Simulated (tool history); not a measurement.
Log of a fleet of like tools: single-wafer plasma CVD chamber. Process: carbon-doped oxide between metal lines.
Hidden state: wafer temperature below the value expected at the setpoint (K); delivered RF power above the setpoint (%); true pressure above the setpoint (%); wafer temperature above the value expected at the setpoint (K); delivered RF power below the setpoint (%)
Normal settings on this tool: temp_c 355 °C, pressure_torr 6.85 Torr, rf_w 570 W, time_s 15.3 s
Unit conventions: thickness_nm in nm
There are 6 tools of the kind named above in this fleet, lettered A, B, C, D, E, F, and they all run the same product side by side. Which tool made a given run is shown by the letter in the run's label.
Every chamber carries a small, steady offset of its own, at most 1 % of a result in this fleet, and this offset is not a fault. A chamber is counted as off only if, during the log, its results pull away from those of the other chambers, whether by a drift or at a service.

run,day,temp_c,pressure_torr,rf_w,time_s,hours since the last thermocouple change,hours since the last RF generator calibration,hours since the last manometer calibration,"read-back reference wafer on the same gauge, thickness_nm",thickness_nm
1E,0.104,355,6.85,570,15.3,105.7,125.1,655.2,99.419,87.151
2D,0.271,355,6.85,570,15.3,619.1,698.2,387.9,99.327,87.172
3A,0.425,355,6.85,570,15.3,658.1,2009.3,168.4,99.478,87.132
4F,0.521,355,6.85,570,15.3,521.7,675.1,1407.3,99.3,88.081
5C,0.654,355,6.85,570,15.3,761,1101.1,1623.2,99.444,87.143
6B,0.738,355,6.85,570,15.3,2984.2,980.8,1674.1,99.452,88.373
7B,0.904,355,6.85,570,15.3,2988.2,984.8,1678.1,99.473,87.652
8D,0.996,360,6.85,570,14.2,636.5,715.6,405.3,99.436,80.095
9A,1.096,360,6.85,570,14.2,674.2,2025.4,184.5,99.36,80.028
10F,1.192,360,6.85,570,14.2,537.8,691.2,1423.4,99.343,80.922
11C,1.35,360,6.85,570,14.2,777.7,1117.8,1639.9,99.396,80.729
12E,1.5,360,6.85,570,14.2,139.2,158.6,688.7,99.449,80.358
13B,1.579,360,6.85,570,14.2,3004.4,1001,1694.3,99.308,80.998
14D,1.704,355,6.85,570,15.3,653.5,732.6,422.3,99.422,87.323
# day 1.779: chamber C: capacitance manometer re-zeroed and calibrated
15F,1.812,355,6.85,570,15.3,552.7,706.1,1438.3,99.389,88.487
16E,1.9,359,6.85,570,14,148.8,168.2,698.3,99.374,78.737
17A,2.004,359,6.85,570,14,696,2047.2,206.3,99.396,79.064
18C,2.183,359,6.85,570,14,797.7,1137.8,9.8,99.305,79.98
19B,2.279,359,6.85,570,14,3021.2,1017.8,1711.1,99.446,79.005
20C,2.454,359,6.85,570,14,804.2,1144.3,16.3,99.413,79.533
21F,2.633,359,6.85,570,14,572.4,725.8,1458,99.379,80.117
22E,2.742,355,6.85,570,15.3,169,188.4,718.5,99.453,87.561
23A,2.854,355,6.85,570,15.3,716.4,2067.6,226.7,99.363,86.841
24D,2.996,355,6.85,570,15.3,684.5,763.6,453.3,99.444,87.795
25D,3.092,355,6.85,570,15.3,686.8,765.9,455.6,99.402,87.565
26B,3.233,366,6.85,570,15.3,3044.1,1040.7,1734,99.419,83.913
27C,3.338,366,6.85,570,15.3,825.4,1165.5,37.5,99.398,85.639
28F,3.429,366,6.85,570,15.3,591.5,744.9,1477.1,99.376,85.476
29A,3.575,366,6.85,570,15.3,733.7,2084.9,244,99.449,84.946
# day 3.7: chamber B: thermocouple changed; heater temperature recalibrated
30E,3.746,366,6.85,570,15.3,193.1,212.5,742.6,99.358,84.141
31C,3.917,366,6.85,570,15.3,839.3,1179.4,51.4,99.34,85.007
32B,4,355,6.85,570,15.3,7.2,1059.1,1752.4,99.367,85.065
33F,4.079,355,6.85,570,15.3,607.1,760.5,1492.7,99.524,87.868
34A,4.221,355,6.85,570,15.3,749.2,2100.4,259.5,99.352,86.935
35E,4.379,362,6.85,570,15.3,208.3,227.7,757.8,99.423,85.417
36D,4.529,362,6.85,570,15.3,721.3,800.4,490.1,99.39,85.957
37E,4.629,362,6.85,570,15.3,214.3,233.7,763.8,99.385,85.77
38D,4.796,362,6.85,570,15.3,727.7,806.8,496.5,99.446,86.036
39C,4.942,362,6.85,570,15.3,863.9,1204,76,99.528,86.549
40F,5.033,362,6.85,570,15.3,630,783.4,1515.6,99.415,86.306
41B,5.204,355,6.85,570,15.3,36.1,1088,1781.3,99.355,85.036
42A,5.35,355,6.85,570,15.3,776.3,2127.5,286.6,99.388,87.023
43A,5.483,355,6.85,570,15.3,779.5,2130.7,289.8,99.37,86.673

Next, all 6 chambers run the settings below, one line each with question marks for the results. What does each chamber give?
44A,5.612,342,6.85,570,15.3,,,,,?
44B,5.612,342,6.85,570,15.3,,,,,?
44C,5.612,342,6.85,570,15.3,,,,,?
44D,5.612,342,6.85,570,15.3,,,,,?
44E,5.612,342,6.85,570,15.3,,,,,?
44F,5.612,342,6.85,570,15.3,,,,,?

run,thickness_nm
44A,90.909
44B,87.992
44C,90.577
44D,90.522
44E,90.667
44F,91.631

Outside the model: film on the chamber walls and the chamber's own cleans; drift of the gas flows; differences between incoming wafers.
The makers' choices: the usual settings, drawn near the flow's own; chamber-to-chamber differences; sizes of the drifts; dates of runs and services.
